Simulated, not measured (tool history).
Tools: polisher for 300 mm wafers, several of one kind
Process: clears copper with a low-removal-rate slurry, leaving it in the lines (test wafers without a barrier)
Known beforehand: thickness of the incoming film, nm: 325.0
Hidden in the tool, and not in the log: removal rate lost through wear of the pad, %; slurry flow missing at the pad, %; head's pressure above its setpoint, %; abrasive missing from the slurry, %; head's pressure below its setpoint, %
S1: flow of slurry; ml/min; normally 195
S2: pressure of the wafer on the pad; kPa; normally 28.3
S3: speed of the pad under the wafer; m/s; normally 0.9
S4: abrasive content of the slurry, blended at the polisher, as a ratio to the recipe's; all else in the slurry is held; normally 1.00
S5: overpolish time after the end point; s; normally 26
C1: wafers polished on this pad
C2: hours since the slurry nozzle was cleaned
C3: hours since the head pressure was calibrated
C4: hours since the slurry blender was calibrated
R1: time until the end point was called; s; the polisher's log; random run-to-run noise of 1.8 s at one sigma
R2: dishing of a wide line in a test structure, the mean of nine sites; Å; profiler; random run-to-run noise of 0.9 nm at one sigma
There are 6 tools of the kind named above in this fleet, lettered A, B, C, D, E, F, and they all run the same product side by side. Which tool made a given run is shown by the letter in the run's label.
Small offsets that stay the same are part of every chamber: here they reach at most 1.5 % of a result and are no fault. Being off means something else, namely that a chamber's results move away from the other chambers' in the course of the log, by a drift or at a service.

run,hour,S1,S2,S3,S4,S5,C1,C2,C3,C4,R1,R2
# hour 2.9: chamber D: slurry nozzle cleaned
# hour 10.5: chamber B: worn pad replaced by a new one
1E,11.1,195,28.3,0.9,1.00,26,808,168.5,123.8,189.8,100.440,550.58
# hour 16.6: chamber C: worn pad replaced by a new one
# hour 20.4: chamber F: slurry nozzle cleaned
2D,22.4,195,28.3,0.9,1.00,26,539,19.6,574.7,171.4,99.721,540.42
3B,32.0,195,28.3,0.9,1.00,26,186,99.5,146.2,267.3,99.779,561.31
# hour 32.6: chamber A: worn pad replaced by a new one
# hour 37.8: chamber F: head pressure recalibrated
# hour 38.0: chamber D: worn pad replaced by a new one
4C,38.9,195,28.3,0.9,1.00,26,193,202.6,577.5,174.4,100.460,545.64
# hour 43.9: chamber E: worn pad replaced by a new one
5A,49.4,195,28.3,0.9,1.00,26,145,228.1,306.3,125.9,101.070,559.22
6F,61.1,195,28.3,0.9,1.00,26,594,40.8,23.4,87.7,101.600,539.82
7A,67.4,195,28.3,0.9,1.00,26,301,246.1,324.3,143.9,102.540,554.64
8F,79.5,195,28.3,0.9,1.00,26,753,59.2,41.8,106.1,101.920,549.18
# hour 85.8: chamber C: slurry blender recalibrated
# hour 89.2: chamber F: worn pad replaced by a new one
9D,91.2,195,28.3,0.9,1.00,26,460,88.4,643.5,240.2,99.201,527.73
# hour 101.1: chamber E: slurry blender recalibrated
10E,104.8,195,28.3,0.9,1.00,26,526,262.2,217.5,3.8,99.659,542.02
11B,113.8,195,28.3,0.9,1.00,26,893,181.3,228.0,349.1,101.340,550.69
12C,125.2,195,28.3,0.9,1.00,26,939,288.9,663.8,39.4,98.493,564.85
# hour 131.4: chamber A: worn pad replaced by a new one
# hour 133.9: chamber C: head pressure recalibrated
13C,135.7,215,28.3,0.9,1.00,26,1029,299.4,1.8,49.9,97.498,562.93
# hour 136.5: chamber B: worn pad replaced by a new one
# hour 137.2: chamber D: worn pad replaced by a new one
14E,143.4,215,28.3,0.9,1.00,26,860,300.8,256.1,42.4,98.988,555.51
# hour 144.9: chamber C: worn pad replaced by a new one
15F,149.6,215,28.3,0.9,1.00,26,522,129.3,111.9,176.2,99.472,559.39
16A,161.2,215,28.3,0.9,1.00,26,258,339.9,418.1,237.7,100.510,571.93
17B,172.7,215,28.3,0.9,1.00,26,313,240.2,286.9,408.0,99.502,549.73
# hour 176.1: chamber F: worn pad replaced by a new one
18D,180.4,215,28.3,0.9,1.00,26,373,177.6,732.7,329.4,99.624,550.21
# hour 185.5: chamber E: worn pad replaced by a new one
19C,187.8,195,33.1,0.9,1.15,26,371,351.5,53.9,102.0,82.552,630.34
20F,199.5,195,33.1,0.9,1.15,26,202,179.2,161.8,226.1,81.455,623.53
# hour 203.3: chamber F: slurry blender recalibrated
21A,209.7,195,33.1,0.9,1.15,26,677,388.4,466.6,286.2,85.084,646.78
# hour 213.5: chamber F: slurry nozzle cleaned
# hour 219.4: chamber D: worn pad replaced by a new one
22D,220.3,195,33.1,0.9,1.15,26,7,217.5,772.6,369.3,84.214,656.62
# hour 221.8: chamber A: worn pad replaced by a new one
23E,227.7,195,33.1,0.9,1.15,26,365,385.1,340.4,126.7,82.788,644.65
# hour 235.4: chamber B: slurry blender recalibrated
24B,235.8,195,33.1,0.9,1.15,26,858,303.3,350.0,0.5,84.791,626.63
25B,246.6,195,28.3,0.9,1.00,26,952,314.1,360.8,11.3,103.360,542.81
26E,253.6,195,28.3,0.9,1.00,26,589,411.0,366.3,152.6,103.580,557.54
# hour 256.5: chamber B: slurry nozzle cleaned
# hour 262.3: chamber C: worn pad replaced by a new one
27C,264.9,195,28.3,0.9,1.00,26,22,428.6,131.0,179.1,100.920,553.02
# hour 270.5: chamber D: slurry blender recalibrated
28F,278.2,195,28.3,0.9,1.00,26,883,64.7,240.5,74.9,102.010,539.75
# hour 282.7: chamber B: worn pad replaced by a new one
# hour 285.6: chamber F: worn pad replaced by a new one
29D,286.4,195,28.3,0.9,1.00,26,579,283.6,838.7,16.0,99.604,536.54
# hour 293.7: chamber D: head pressure recalibrated
# hour 297.5: chamber E: worn pad replaced by a new one
30A,298.5,195,28.3,0.9,1.00,26,663,477.2,555.4,375.0,100.730,557.34
# hour 298.6: chamber A: worn pad replaced by a new one
# hour 304.1: chamber C: slurry blender recalibrated
31C,305.6,195,28.3,0.9,1.00,26,374,469.3,171.7,1.5,101.510,546.17
# hour 312.4: chamber D: slurry nozzle cleaned
# hour 312.6: chamber D: worn pad replaced by a new one
32E,315.6,195,28.3,0.9,1.00,26,156,473.0,428.3,214.6,103.090,547.39
33D,326.4,195,28.3,0.9,1.00,26,120,14.1,32.8,56.0,98.891,548.51
34A,335.7,195,28.3,0.9,1.00,26,321,514.4,592.6,412.2,101.680,555.14
35B,344.8,195,28.3,0.9,1.00,26,537,88.3,459.0,109.5,101.580,538.42
# hour 356.4: chamber A: slurry blender recalibrated
36F,357.3,195,28.3,0.9,1.00,26,620,143.8,319.6,154.0,102.100,544.25
# hour 362.7: chamber C: worn pad replaced by a new one
37B,367.2,195,28.3,0.9,1.00,26,731,110.7,481.4,131.9,100.190,541.23
38C,375.0,195,28.3,0.9,1.00,26,106,538.7,241.1,70.9,103.340,559.38
# hour 377.7: chamber A: slurry nozzle cleaned
# hour 380.9: chamber F: worn pad replaced by a new one
# hour 384.4: chamber E: slurry nozzle cleaned
39E,385.4,195,28.3,0.9,1.00,26,760,1.1,498.1,284.4,101.660,537.52
40A,391.5,195,28.3,0.9,1.00,26,803,13.8,648.4,35.2,102.660,565.60
# hour 393.0: chamber D: worn pad replaced by a new one
41D,404.5,195,28.3,0.9,1.00,26,100,92.2,110.9,134.1,99.840,555.64
# hour 412.4: chamber E: slurry blender recalibrated
42F,414.5,195,28.3,0.9,1.00,26,291,201.0,376.8,211.2,100.760,550.24
43E,424.0,195,28.3,0.9,1.00,26,1093,39.7,536.7,11.7,105.770,561.67
44C,431.5,170,28.3,0.9,0.75,26,594,595.2,297.6,127.4,108.480,499.84

For the next run the whole fleet of 6 chambers uses the same settings. Give each chamber's results:
45A,441.3,195,28.3,0.9,1.00,15,,,,,?,?
45B,441.3,195,28.3,0.9,1.00,15,,,,,?,?
45C,441.3,195,28.3,0.9,1.00,15,,,,,?,?
45D,441.3,195,28.3,0.9,1.00,15,,,,,?,?
45E,441.3,195,28.3,0.9,1.00,15,,,,,?,?
45F,441.3,195,28.3,0.9,1.00,15,,,,,?,?

run,R1,R2
45A,102.400,345.36
45B,100.960,338.51
45C,99.355,347.53
45D,99.471,349.39
45E,101.180,353.86
45F,97.939,348.39

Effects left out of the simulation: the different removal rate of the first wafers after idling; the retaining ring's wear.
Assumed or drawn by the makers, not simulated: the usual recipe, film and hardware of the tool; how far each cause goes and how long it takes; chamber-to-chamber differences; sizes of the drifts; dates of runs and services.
